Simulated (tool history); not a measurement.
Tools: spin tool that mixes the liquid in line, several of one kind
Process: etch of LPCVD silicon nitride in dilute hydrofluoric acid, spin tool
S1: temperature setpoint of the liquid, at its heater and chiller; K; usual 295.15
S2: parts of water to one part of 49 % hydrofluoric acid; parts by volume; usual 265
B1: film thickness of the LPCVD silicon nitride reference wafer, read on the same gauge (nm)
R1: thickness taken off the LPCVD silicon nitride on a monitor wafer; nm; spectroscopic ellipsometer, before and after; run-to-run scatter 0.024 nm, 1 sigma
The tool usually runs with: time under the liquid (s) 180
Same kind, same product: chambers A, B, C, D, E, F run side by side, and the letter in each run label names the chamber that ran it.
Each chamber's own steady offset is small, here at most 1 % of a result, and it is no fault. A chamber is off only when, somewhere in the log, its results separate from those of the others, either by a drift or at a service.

run 1F hour=5.3 | S1=295.15 S2=265 time_under_the_liquid_(s)=180 | B1=110 | R1=0.32626
run 2D hour=9.8 | S1=295.15 S2=265 time_under_the_liquid_(s)=180 | B1=109.96 | R1=0.26477
run 3B hour=16.6 | S1=295.15 S2=265 time_under_the_liquid_(s)=180 | B1=109.98 | R1=0.27803
run 4E hour=22.4 | S1=295.15 S2=265 time_under_the_liquid_(s)=180 | B1=109.96 | R1=0.31612
run 5A hour=27.5 | S1=295.15 S2=265 time_under_the_liquid_(s)=180 | B1=110.02 | R1=0.25196
run 6C hour=35.3 | S1=295.15 S2=265 time_under_the_liquid_(s)=180 | B1=109.98 | R1=0.31638
run 7E hour=40.3 | S1=295.15 S2=265 time_under_the_liquid_(s)=180 | B1=110.03 | R1=0.28165
run 8D hour=44.7 | S1=295.15 S2=265 time_under_the_liquid_(s)=180 | B1=109.98 | R1=0.28032
run 9A hour=52 | S1=295.15 S2=265 time_under_the_liquid_(s)=180 | B1=110.02 | R1=0.3045
run 10B hour=56.7 | S1=295.15 S2=265 time_under_the_liquid_(s)=180 | B1=110.06 | R1=0.25718
run 11C hour=60.8 | S1=295.15 S2=265 time_under_the_liquid_(s)=180 | B1=110.02 | R1=0.31957
run 12F hour=64.9 | S1=295.15 S2=265 time_under_the_liquid_(s)=180 | B1=109.97 | R1=0.30843
run 13C hour=71.7 | S1=295.15 S2=265 time_under_the_liquid_(s)=180 | B1=110.03 | R1=0.31799
run 14D hour=79.4 | S1=295.15 S2=155 time_under_the_liquid_(s)=280 | B1=110 | R1=0.70895
run 15A hour=83.6 | S1=295.15 S2=155 time_under_the_liquid_(s)=280 | B1=110.04 | R1=0.88774
-- hour=84 chamber F: thermometer replaced
run 16F hour=89.2 | S1=295.15 S2=155 time_under_the_liquid_(s)=280 | B1=110.05 | R1=0.73294
run 17E hour=96.4 | S1=295.15 S2=155 time_under_the_liquid_(s)=280 | B1=109.96 | R1=0.69962
-- hour=98.3 chamber C: hydrofluoric acid flow meter replaced
run 18B hour=102.7 | S1=295.15 S2=155 time_under_the_liquid_(s)=280 | B1=109.97 | R1=0.92063
run 19D hour=108 | S1=295.15 S2=155 time_under_the_liquid_(s)=280 | B1=109.98 | R1=0.74192
run 20A hour=115.3 | S1=295.15 S2=265 time_under_the_liquid_(s)=180 | B1=110.02 | R1=0.32234
run 21C hour=123.8 | S1=295.15 S2=265 time_under_the_liquid_(s)=180 | B1=110.04 | R1=0.30063
run 22E hour=132.1 | S1=295.15 S2=265 time_under_the_liquid_(s)=180 | B1=109.98 | R1=0.27458
run 23B hour=136 | S1=295.15 S2=265 time_under_the_liquid_(s)=180 | B1=109.98 | R1=0.30707
run 24F hour=140.9 | S1=295.15 S2=265 time_under_the_liquid_(s)=180 | B1=110.05 | R1=0.28205
run 25F hour=148.5 | S1=295.15 S2=265 time_under_the_liquid_(s)=180 | B1=110.01 | R1=0.28881
run 26C hour=155.8 | S1=295.15 S2=265 time_under_the_liquid_(s)=180 | B1=110.01 | R1=0.30355
run 27B hour=160.7 | S1=295.15 S2=265 time_under_the_liquid_(s)=180 | B1=110.05 | R1=0.27254
run 28A hour=168.8 | S1=295.15 S2=265 time_under_the_liquid_(s)=180 | B1=110.01 | R1=0.25536
run 29E hour=173.8 | S1=295.15 S2=265 time_under_the_liquid_(s)=180 | B1=110 | R1=0.27436
run 30D hour=179 | S1=295.15 S2=265 time_under_the_liquid_(s)=180 | B1=110.01 | R1=0.30651
run 31E hour=185.4 | S1=295.15 S2=265 time_under_the_liquid_(s)=180 | B1=110.04 | R1=0.30293
run 32C hour=193 | S1=295.15 S2=265 time_under_the_liquid_(s)=180 | B1=110.05 | R1=0.26143
run 33F hour=200.4 | S1=295.15 S2=265 time_under_the_liquid_(s)=180 | B1=110.06 | R1=0.26456
run 34B hour=208.3 | S1=295.15 S2=265 time_under_the_liquid_(s)=180 | B1=110.03 | R1=0.28555
run 35A hour=212.1 | S1=295.15 S2=265 time_under_the_liquid_(s)=180 | B1=110.01 | R1=0.29628
run 36D hour=218.4 | S1=295.15 S2=265 time_under_the_liquid_(s)=180 | B1=109.98 | R1=0.30783
run 37C hour=223.1 | S1=295.15 S2=200 time_under_the_liquid_(s)=180 | B1=110.04 | R1=0.36797
run 38D hour=229 | S1=295.15 S2=200 time_under_the_liquid_(s)=180 | B1=110 | R1=0.34948
run 39F hour=237 | S1=295.15 S2=200 time_under_the_liquid_(s)=180 | B1=110 | R1=0.34055
run 40E hour=244.9 | S1=295.15 S2=200 time_under_the_liquid_(s)=180 | B1=109.97 | R1=0.38993
run 41A hour=250 | S1=295.15 S2=200 time_under_the_liquid_(s)=180 | B1=109.99 | R1=0.42459
run 42B hour=257.4 | S1=295.15 S2=200 time_under_the_liquid_(s)=180 | B1=109.98 | R1=0.40675
run 43C hour=265.9 | S1=295.15 S2=265 time_under_the_liquid_(s)=180 | B1=110.01 | R1=0.32181

Predict what each chamber gives when all 6 of them run the settings below next.
run 44A hour=272 | S1=290.65 S2=265 time_under_the_liquid_(s)=180 | R1=?
run 44B hour=272 | S1=290.65 S2=265 time_under_the_liquid_(s)=180 | R1=?
run 44C hour=272 | S1=290.65 S2=265 time_under_the_liquid_(s)=180 | R1=?
run 44D hour=272 | S1=290.65 S2=265 time_under_the_liquid_(s)=180 | R1=?
run 44E hour=272 | S1=290.65 S2=265 time_under_the_liquid_(s)=180 | R1=?
run 44F hour=272 | S1=290.65 S2=265 time_under_the_liquid_(s)=180 | R1=?

run=44A R1=0.23868
run=44B R1=0.25875
run=44C R1=0.19366
run=44D R1=0.25881
run=44E R1=0.24011
run=44F R1=0.24387

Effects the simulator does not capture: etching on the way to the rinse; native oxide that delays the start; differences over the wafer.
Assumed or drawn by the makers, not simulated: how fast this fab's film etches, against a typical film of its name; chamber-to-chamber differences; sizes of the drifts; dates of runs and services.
